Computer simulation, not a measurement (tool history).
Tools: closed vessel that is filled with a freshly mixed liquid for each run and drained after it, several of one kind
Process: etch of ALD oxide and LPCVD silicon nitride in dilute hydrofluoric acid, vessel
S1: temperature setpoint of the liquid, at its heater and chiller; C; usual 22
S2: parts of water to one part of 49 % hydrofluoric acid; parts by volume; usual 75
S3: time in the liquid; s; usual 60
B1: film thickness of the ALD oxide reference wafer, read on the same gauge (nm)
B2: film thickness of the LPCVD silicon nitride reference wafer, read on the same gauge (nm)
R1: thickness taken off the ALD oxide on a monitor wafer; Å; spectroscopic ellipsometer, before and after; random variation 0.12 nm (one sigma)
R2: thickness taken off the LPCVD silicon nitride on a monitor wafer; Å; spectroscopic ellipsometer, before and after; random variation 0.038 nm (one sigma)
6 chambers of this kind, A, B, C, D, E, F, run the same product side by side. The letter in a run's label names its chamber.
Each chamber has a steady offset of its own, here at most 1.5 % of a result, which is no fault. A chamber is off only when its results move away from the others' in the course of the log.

run 1D hour=3.3 | S1=22 S2=75 S3=60 | B1=30.022 B2=40.036 | R1=220.78 R2=3.1417
run 2F hour=6.3 | S1=22 S2=75 S3=60 | B1=29.986 B2=40.01 | R1=220.12 R2=3.6315
run 3A hour=11 | S1=22 S2=75 S3=60 | B1=29.999 B2=40.009 | R1=218.32 R2=3.4781
run 4E hour=16.4 | S1=22 S2=75 S3=60 | B1=29.998 B2=39.995 | R1=223.15 R2=3.3143
run 5C hour=21.3 | S1=22 S2=75 S3=60 | B1=29.989 B2=39.963 | R1=220.48 R2=3.0209
run 6B hour=25.2 | S1=22 S2=75 S3=60 | B1=30.02 B2=40.002 | R1=219.85 R2=3.3703
run 7F hour=28.4 | S1=22 S2=75 S3=60 | B1=30.001 B2=39.979 | R1=219.98 R2=3.025
run 8E hour=32.3 | S1=22 S2=75 S3=60 | B1=29.991 B2=39.992 | R1=221.82 R2=2.8028
run 9B hour=37.4 | S1=22 S2=40 S3=60 | B1=30.018 B2=40.001 | R1=439.51 R2=6.3188
run 10A hour=42.9 | S1=22 S2=40 S3=60 | B1=30.012 B2=39.998 | R1=424.87 R2=5.6364
run 11D hour=48.4 | S1=22 S2=40 S3=60 | B1=29.979 B2=40.016 | R1=437.05 R2=7.0326
run 12C hour=51.9 | S1=22 S2=40 S3=60 | B1=29.993 B2=39.989 | R1=436.17 R2=6.7313
run 13A hour=57.5 | S1=22 S2=40 S3=60 | B1=29.992 B2=40.03 | R1=420.21 R2=4.9079
run 14D hour=60.5 | S1=22 S2=40 S3=60 | B1=29.996 B2=39.974 | R1=435.53 R2=5.7655
-- hour=64 chamber D: hydrofluoric acid flow meter replaced
run 15B hour=64.1 | S1=22 S2=75 S3=60 | B1=30.004 B2=40.003 | R1=218.71 R2=3.2634
run 16E hour=69.3 | S1=22 S2=75 S3=60 | B1=29.984 B2=40.019 | R1=222.43 R2=3.4164
run 17C hour=73.9 | S1=22 S2=75 S3=60 | B1=29.986 B2=40.001 | R1=222.02 R2=3.3439
-- hour=75 chamber B: hydrofluoric acid flow meter replaced
run 18F hour=77.5 | S1=22 S2=75 S3=60 | B1=30.002 B2=40.023 | R1=221.31 R2=3.6991
run 19C hour=80.9 | S1=22 S2=75 S3=60 | B1=29.994 B2=40 | R1=221.62 R2=3.3203
run 20E hour=86.3 | S1=22 S2=75 S3=60 | B1=30.02 B2=39.996 | R1=223.2 R2=3.4341
run 21F hour=90.5 | S1=22 S2=75 S3=60 | B1=29.987 B2=39.995 | R1=220.7 R2=3.2699
run 22A hour=94.3 | S1=22 S2=75 S3=60 | B1=29.984 B2=39.998 | R1=217.48 R2=3.4041
run 23D hour=99.6 | S1=22 S2=75 S3=60 | B1=29.987 B2=40.002 | R1=216.35 R2=2.9037
-- hour=101.5 chamber B: thermometer replaced
run 24B hour=103.9 | S1=22 S2=75 S3=60 | B1=30.005 B2=39.976 | R1=220.3 R2=3.0035
run 25C hour=107.3 | S1=22 S2=75 S3=60 | B1=29.996 B2=40 | R1=222.84 R2=3.6798
run 26D hour=112.3 | S1=22 S2=75 S3=60 | B1=30.007 B2=40.003 | R1=216.53 R2=3.2082
run 27A hour=115.5 | S1=22 S2=75 S3=60 | B1=30 B2=40 | R1=219.36 R2=3.6549
run 28E hour=120.5 | S1=22 S2=60 S3=60 | B1=29.987 B2=39.993 | R1=284 R2=3.9005
run 29F hour=125.8 | S1=22 S2=60 S3=60 | B1=29.985 B2=39.99 | R1=281.85 R2=4.4125
run 30B hour=129.6 | S1=22 S2=60 S3=60 | B1=30 B2=39.971 | R1=282.41 R2=3.8776
run 31E hour=133.3 | S1=22 S2=60 S3=60 | B1=29.999 B2=40.017 | R1=282.13 R2=4.044
run 32A hour=138.8 | S1=22 S2=60 S3=60 | B1=29.983 B2=39.973 | R1=277.81 R2=4.5386
run 33D hour=144.2 | S1=22 S2=60 S3=60 | B1=30.002 B2=40.011 | R1=282.45 R2=4.717
run 34B hour=148.7 | S1=22 S2=75 S3=60 | B1=29.989 B2=40.006 | R1=220.45 R2=3.7899
-- hour=148.9 chamber C: thermometer replaced
run 35F hour=152.8 | S1=22 S2=75 S3=60 | B1=29.998 B2=40.019 | R1=220.99 R2=3.0467
run 36C hour=155.3 | S1=22 S2=75 S3=60 | B1=29.996 B2=40.007 | R1=221.23 R2=3.4841
run 37F hour=157.9 | S1=22 S2=75 S3=60 | B1=30.002 B2=39.987 | R1=218.22 R2=3.6959
run 38B hour=160.8 | S1=22 S2=75 S3=60 | B1=29.992 B2=39.997 | R1=220.7 R2=3.8439
run 39C hour=165.5 | S1=22 S2=55 S3=60 | B1=29.996 B2=39.991 | R1=309.94 R2=4.9849

What goes on in this fleet: one chamber off, a drifting gauge, or nothing beyond the chambers' own small offsets? Name the chamber and the cause, if any.

No chamber stands off beyond its own small offset, and the gauge holds steady.
